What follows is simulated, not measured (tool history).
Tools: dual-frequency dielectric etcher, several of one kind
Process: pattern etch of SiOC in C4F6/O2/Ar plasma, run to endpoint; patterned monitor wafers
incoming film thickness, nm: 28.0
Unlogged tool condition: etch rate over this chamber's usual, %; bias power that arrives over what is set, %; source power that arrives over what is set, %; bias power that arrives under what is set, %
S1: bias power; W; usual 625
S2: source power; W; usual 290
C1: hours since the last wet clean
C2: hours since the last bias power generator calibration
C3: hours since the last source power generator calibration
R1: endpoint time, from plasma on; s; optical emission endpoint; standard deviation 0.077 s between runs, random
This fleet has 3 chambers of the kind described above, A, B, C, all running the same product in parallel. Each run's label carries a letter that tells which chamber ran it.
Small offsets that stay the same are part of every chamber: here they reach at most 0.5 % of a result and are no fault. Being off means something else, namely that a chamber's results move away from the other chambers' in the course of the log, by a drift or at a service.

Run 1B, hour 7.8: usual settings; C1 178.6; C2 3062.8; C3 1835.2. Result: R1 9.7998 s.
Run 2C, hour 12.4: usual settings; C1 209.7; C2 761.4; C3 42.6. Result: R1 9.7541 s.
Run 3A, hour 16.3: usual settings; C1 56.4; C2 828.7; C3 1050.1. Result: R1 9.7068 s.
Run 4A, hour 22.7: usual settings; C1 62.8; C2 835.1; C3 1056.5. Result: R1 9.6802 s.
Run 5C, hour 28.4: usual settings; C1 225.7; C2 777.4; C3 58.6. Result: R1 9.6697 s.
Run 6B, hour 33: usual settings; C1 203.8; C2 3088; C3 1860.4. Result: R1 9.7326 s.
Run 7A, hour 36.8: usual settings; C1 76.9; C2 849.2; C3 1070.6. Result: R1 9.7714 s.
Run 8C, hour 44: usual settings; C1 241.3; C2 793; C3 74.2. Result: R1 9.6819 s.
Run 9B, hour 50.2: usual settings; C1 221; C2 3105.2; C3 1877.6. Result: R1 9.8018 s.
Run 10B, hour 55.2: usual settings; C1 226; C2 3110.2; C3 1882.6. Result: R1 9.687 s.
Run 11C, hour 61.3: usual settings; C1 258.6; C2 810.3; C3 91.5. Result: R1 9.6787 s.
Run 12A, hour 66.5: usual settings; C1 106.6; C2 878.9; C3 1100.3. Result: R1 9.6881 s.
Run 13A, hour 74.1: usual settings; C1 114.2; C2 886.5; C3 1107.9. Result: R1 9.6439 s.
Run 14B, hour 81.4: usual settings but S1 738 W; C1 252.2; C2 3136.4; C3 1908.8. Result: R1 9.0548 s.
Run 15C, hour 87.3: usual settings but S1 738 W; C1 284.6; C2 836.3; C3 117.5. Result: R1 9.2109 s.
Run 16C, hour 92.8: usual settings but S1 738 W; C1 290.1; C2 841.8; C3 123. Result: R1 9.1371 s.
Run 17B, hour 101: usual settings; C1 271.8; C2 3156; C3 1928.4. Result: R1 9.5958 s.
Run 18A, hour 106.9: usual settings; C1 147; C2 919.3; C3 1140.7. Result: R1 9.8127 s.
Run 19C, hour 112.5: usual settings; C1 309.8; C2 861.5; C3 142.7. Result: R1 9.6639 s.
Run 20A, hour 119.6: usual settings; C1 159.7; C2 932; C3 1153.4. Result: R1 9.749 s.
Run 21B, hour 127.4: usual settings but S1 702 W, S2 250 W; C1 298.2; C2 3182.4; C3 1954.8. Result: R1 9.6749 s.
Run 22B, hour 134.2: usual settings but S1 702 W, S2 250 W; C1 305; C2 3189.2; C3 1961.6. Result: R1 9.8369 s.
Run 23C, hour 138.4: usual settings but S1 702 W, S2 250 W; C1 335.7; C2 887.4; C3 168.6. Result: R1 9.7899 s.
Run 24A, hour 146.7: usual settings; C1 186.8; C2 959.1; C3 1180.5. Result: R1 9.6462 s.
Run 25B, hour 153.5: usual settings; C1 324.3; C2 3208.5; C3 1980.9. Result: R1 9.7886 s.
Run 26A, hour 160.3: usual settings; C1 200.4; C2 972.7; C3 1194.1. Result: R1 9.7215 s.
Run 27C, hour 164.3: usual settings; C1 361.6; C2 913.3; C3 194.5. Result: R1 9.8805 s.
Run 28B, hour 171: usual settings; C1 341.8; C2 3226; C3 1998.4. Result: R1 9.74 s.
Run 29C, hour 179.2: usual settings; C1 376.5; C2 928.2; C3 209.4. Result: R1 9.6348 s.
Run 30A, hour 184.8: usual settings; C1 224.9; C2 997.2; C3 1218.6. Result: R1 9.8181 s.
Run 31C, hour 190.1: usual settings; C1 387.4; C2 939.1; C3 220.3. Result: R1 9.7625 s.
At hour 196.9: chamber B: wet clean of the chamber.
Run 32B, hour 198.3: usual settings; C1 1.5; C2 3253.3; C3 2025.7. Result: R1 9.7336 s.

Does one chamber stand apart from the rest, does the shared gauge drift, or is all well apart from small per-chamber offsets? Give the chamber and the most likely cause, where there is one.

No chamber stands off beyond its own small offset, and the gauge holds steady.
